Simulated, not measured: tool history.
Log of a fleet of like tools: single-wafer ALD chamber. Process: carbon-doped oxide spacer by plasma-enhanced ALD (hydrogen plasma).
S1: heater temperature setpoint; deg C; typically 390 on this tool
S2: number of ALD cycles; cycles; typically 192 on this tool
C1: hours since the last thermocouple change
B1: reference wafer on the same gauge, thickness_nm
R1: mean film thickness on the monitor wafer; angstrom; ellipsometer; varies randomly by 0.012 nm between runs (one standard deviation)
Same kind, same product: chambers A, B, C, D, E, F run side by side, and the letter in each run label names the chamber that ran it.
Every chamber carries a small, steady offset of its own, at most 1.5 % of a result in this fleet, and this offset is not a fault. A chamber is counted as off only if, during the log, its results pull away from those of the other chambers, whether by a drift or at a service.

run 1E hour=5.5 | S1=390 S2=192 | C1=1839.3 | B1=7.8606 | R1=95.862
run 2B hour=9.8 | S1=390 S2=192 | C1=1502.7 | B1=7.8602 | R1=95.175
run 3F hour=16.6 | S1=390 S2=192 | C1=653.7 | B1=7.8594 | R1=95.881
run 4A hour=26 | S1=390 S2=192 | C1=441.1 | B1=7.8577 | R1=97.362
run 5D hour=34.7 | S1=390 S2=192 | C1=1328.9 | B1=7.8572 | R1=96.667
run 6C hour=40.2 | S1=390 S2=192 | C1=1868.4 | B1=7.8571 | R1=96.483
run 7A hour=45.4 | S1=390 S2=192 | C1=460.5 | B1=7.8523 | R1=97.292
run 8C hour=54.1 | S1=390 S2=192 | C1=1882.3 | B1=7.8523 | R1=96.575
run 9E hour=58.6 | S1=390 S2=192 | C1=1892.4 | B1=7.8508 | R1=95.693
run 10D hour=67.7 | S1=390 S2=192 | C1=1361.9 | B1=7.8501 | R1=96.692
run 11F hour=73.3 | S1=390 S2=192 | C1=710.4 | B1=7.8493 | R1=95.924
run 12B hour=79.8 | S1=390 S2=192 | C1=1572.7 | B1=7.8512 | R1=95.141
run 13A hour=84.4 | S1=390 S2=192 | C1=499.5 | B1=7.8489 | R1=97.013
run 14C hour=91 | S1=390 S2=192 | C1=1919.2 | B1=7.8455 | R1=96.619
run 15E hour=96.3 | S1=390 S2=192 | C1=1930.1 | B1=7.8476 | R1=95.656
run 16D hour=102.1 | S1=390 S2=192 | C1=1396.3 | B1=7.8451 | R1=96.281
run 17F hour=106.7 | S1=390 S2=216 | C1=743.8 | B1=7.8475 | R1=107.57
run 18B hour=113.4 | S1=390 S2=216 | C1=1606.3 | B1=7.8454 | R1=107.16
run 19A hour=122.9 | S1=390 S2=216 | C1=538 | B1=7.8437 | R1=109.07
run 20D hour=130.7 | S1=390 S2=216 | C1=1424.9 | B1=7.8412 | R1=108.74
run 21B hour=139.1 | S1=390 S2=216 | C1=1632 | B1=7.8441 | R1=107.07
run 22C hour=148.9 | S1=390 S2=216 | C1=1977.1 | B1=7.8436 | R1=108.32
run 23F hour=156 | S1=390 S2=192 | C1=793.1 | B1=7.8409 | R1=95.626
run 24E hour=161.8 | S1=390 S2=192 | C1=1995.6 | B1=7.8419 | R1=95.356
run 25E hour=167.6 | S1=390 S2=192 | C1=2001.4 | B1=7.8405 | R1=95.526
run 26C hour=173 | S1=390 S2=192 | C1=2001.2 | B1=7.8387 | R1=96.441
run 27A hour=182.1 | S1=390 S2=207 | C1=597.2 | B1=7.8359 | R1=104.48
run 28F hour=189.4 | S1=390 S2=207 | C1=826.5 | B1=7.8354 | R1=103.19
run 29D hour=195.6 | S1=390 S2=207 | C1=1489.8 | B1=7.8365 | R1=103.88
run 30B hour=205 | S1=390 S2=207 | C1=1697.9 | B1=7.8334 | R1=102.65
run 31F hour=211.1 | S1=390 S2=207 | C1=848.2 | B1=7.8325 | R1=103.16
run 32D hour=219.8 | S1=390 S2=207 | C1=1514 | B1=7.833 | R1=104.14
run 33E hour=228.7 | S1=390 S2=192 | C1=2062.5 | B1=7.8316 | R1=95.45
run 34A hour=238.5 | S1=390 S2=192 | C1=653.6 | B1=7.8314 | R1=97.176
run 35C hour=247.3 | S1=390 S2=192 | C1=2075.5 | B1=7.8289 | R1=96.242
run 36B hour=255.7 | S1=390 S2=192 | C1=1748.6 | B1=7.8285 | R1=94.999
run 37B hour=264.3 | S1=390 S2=192 | C1=1757.2 | B1=7.8279 | R1=95.162
run 38D hour=270.1 | S1=403 S2=217 | C1=1564.3 | B1=7.8268 | R1=108.06
run 39E hour=279.2 | S1=403 S2=217 | C1=2113 | B1=7.83 | R1=106.88
run 40C hour=285.8 | S1=403 S2=217 | C1=2114 | B1=7.8236 | R1=107.65
run 41F hour=294.3 | S1=403 S2=217 | C1=931.4 | B1=7.825 | R1=107.24
run 42A hour=302.5 | S1=403 S2=217 | C1=717.6 | B1=7.8233 | R1=108.41
run 43B hour=308.3 | S1=403 S2=217 | C1=1801.2 | B1=7.8233 | R1=106.39

All 6 chambers run these settings next. Forecast each chamber's results:
run 44A hour=315.5 | S1=390 S2=192 | R1=?
run 44B hour=315.5 | S1=390 S2=192 | R1=?
run 44C hour=315.5 | S1=390 S2=192 | R1=?
run 44D hour=315.5 | S1=390 S2=192 | R1=?
run 44E hour=315.5 | S1=390 S2=192 | R1=?
run 44F hour=315.5 | S1=390 S2=192 | R1=?

run=44A R1=96.97
run=44B R1=95.022
run=44C R1=95.997
run=44D R1=96.24
run=44E R1=95.415
run=44F R1=95.385
